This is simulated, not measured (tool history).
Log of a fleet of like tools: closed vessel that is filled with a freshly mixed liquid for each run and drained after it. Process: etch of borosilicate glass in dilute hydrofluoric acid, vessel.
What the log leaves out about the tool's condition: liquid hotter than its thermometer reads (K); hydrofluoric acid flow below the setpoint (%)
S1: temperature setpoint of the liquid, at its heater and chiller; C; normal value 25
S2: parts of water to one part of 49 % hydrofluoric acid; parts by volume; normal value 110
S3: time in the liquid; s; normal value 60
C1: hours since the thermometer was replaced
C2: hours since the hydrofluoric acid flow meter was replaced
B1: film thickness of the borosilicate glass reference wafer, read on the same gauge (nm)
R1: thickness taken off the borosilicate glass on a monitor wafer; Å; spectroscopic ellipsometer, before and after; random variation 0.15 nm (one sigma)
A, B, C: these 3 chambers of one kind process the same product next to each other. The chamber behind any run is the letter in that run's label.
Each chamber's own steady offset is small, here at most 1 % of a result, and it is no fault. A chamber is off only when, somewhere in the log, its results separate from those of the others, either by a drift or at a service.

| run | hour | S1 | S2 | S3 | C1 | C2 | B1 | R1 |
|---|---|---|---|---|---|---|---|---|
| 1C | 7.9 | 25 | 110 | 60 | 713.7 | 76.6 | 90.024 | 184.61 |
| 2B | 12.6 | 25 | 110 | 60 | 515.2 | 942.9 | 90 | 187.33 |
| 3A | 18.2 | 25 | 110 | 60 | 935.8 | 1439.5 | 89.982 | 189.02 |
| 4A | 23.3 | 25 | 110 | 60 | 940.9 | 1444.6 | 90.004 | 186.43 |
| 5B | 30.7 | 25 | 110 | 60 | 533.3 | 961 | 90.012 | 184.07 |
| 6C | 37.7 | 27.5 | 110 | 30 | 743.5 | 106.4 | 89.965 | 104.05 |
| 7A | 43.3 | 27.5 | 110 | 30 | 960.9 | 1464.6 | 90.01 | 102.61 |
| 8B | 49.1 | 27.5 | 110 | 30 | 551.7 | 979.4 | 90.01 | 101.05 |
| 9C | 55.6 | 25 | 110 | 60 | 761.4 | 124.3 | 90.022 | 185.19 |
| 10A | 59.4 | 21.5 | 110 | 80 | 977 | 1480.7 | 89.996 | 216.74 |
| 11B | 65.5 | 21.5 | 110 | 80 | 568.1 | 995.8 | 90.009 | 216.5 |
| 12C | 69.8 | 21.5 | 110 | 80 | 775.6 | 138.5 | 90.007 | 215.48 |
| 13B | 76.2 | 22 | 110 | 50 | 578.8 | 1006.5 | 89.989 | 138.07 |
| 14A | 82.2 | 22 | 110 | 50 | 999.8 | 1503.5 | 89.998 | 138.88 |
| 15C | 86.2 | 22 | 110 | 50 | 792 | 154.9 | 90.025 | 139.99 |
| 16B | 91.4 | 25 | 110 | 60 | 594 | 1021.7 | 89.991 | 183.92 |
| 17C | 95.9 | 25 | 65 | 60 | 801.7 | 164.6 | 89.978 | 334.43 |
| 18A | 101.9 | 25 | 65 | 60 | 1019.5 | 1523.2 | 90.012 | 344.25 |
| 19B | 109.1 | 25 | 65 | 60 | 611.7 | 1039.4 | 90.044 | 317.28 |
|  | 110.1 | chamber A: hydrofluoric acid flow meter replaced |
| 20A | 116 | 25 | 110 | 60 | 1033.6 | 5.9 | 90.012 | 191.81 |
| 21C | 120.5 | 25 | 110 | 60 | 826.3 | 189.2 | 89.993 | 186.21 |
| 22A | 128.6 | 25 | 110 | 60 | 1046.2 | 18.5 | 89.981 | 186.86 |
| 23B | 134.6 | 25 | 150 | 60 | 637.2 | 1064.9 | 89.976 | 121.88 |
| 24C | 142.4 | 25 | 150 | 60 | 848.2 | 211.1 | 90.009 | 129.78 |
| 25B | 148.6 | 25 | 150 | 60 | 651.2 | 1078.9 | 90.022 | 119.54 |
| 26C | 154 | 25 | 110 | 60 | 859.8 | 222.7 | 90.018 | 189.94 |
| 27A | 162 | 25 | 110 | 60 | 1079.6 | 51.9 | 90.011 | 190.93 |
| 28A | 166.2 | 25 | 110 | 60 | 1083.8 | 56.1 | 89.991 | 186.19 |
| 29B | 171.7 | 25 | 110 | 60 | 674.3 | 1102 | 90.019 | 168.5 |

All chambers now run identical settings, listed one chamber a line with results as question marks. What results will each chamber show?
| 30A | 177.5 | 25 | 145 | 60 |  |  |  | ? |
| 30B | 177.5 | 25 | 145 | 60 |  |  |  | ? |
| 30C | 177.5 | 25 | 145 | 60 |  |  |  | ? |

| run | R1 |
|---|---|
| 30A | 138.64 |
| 30B | 120.27 |
| 30C | 136.67 |
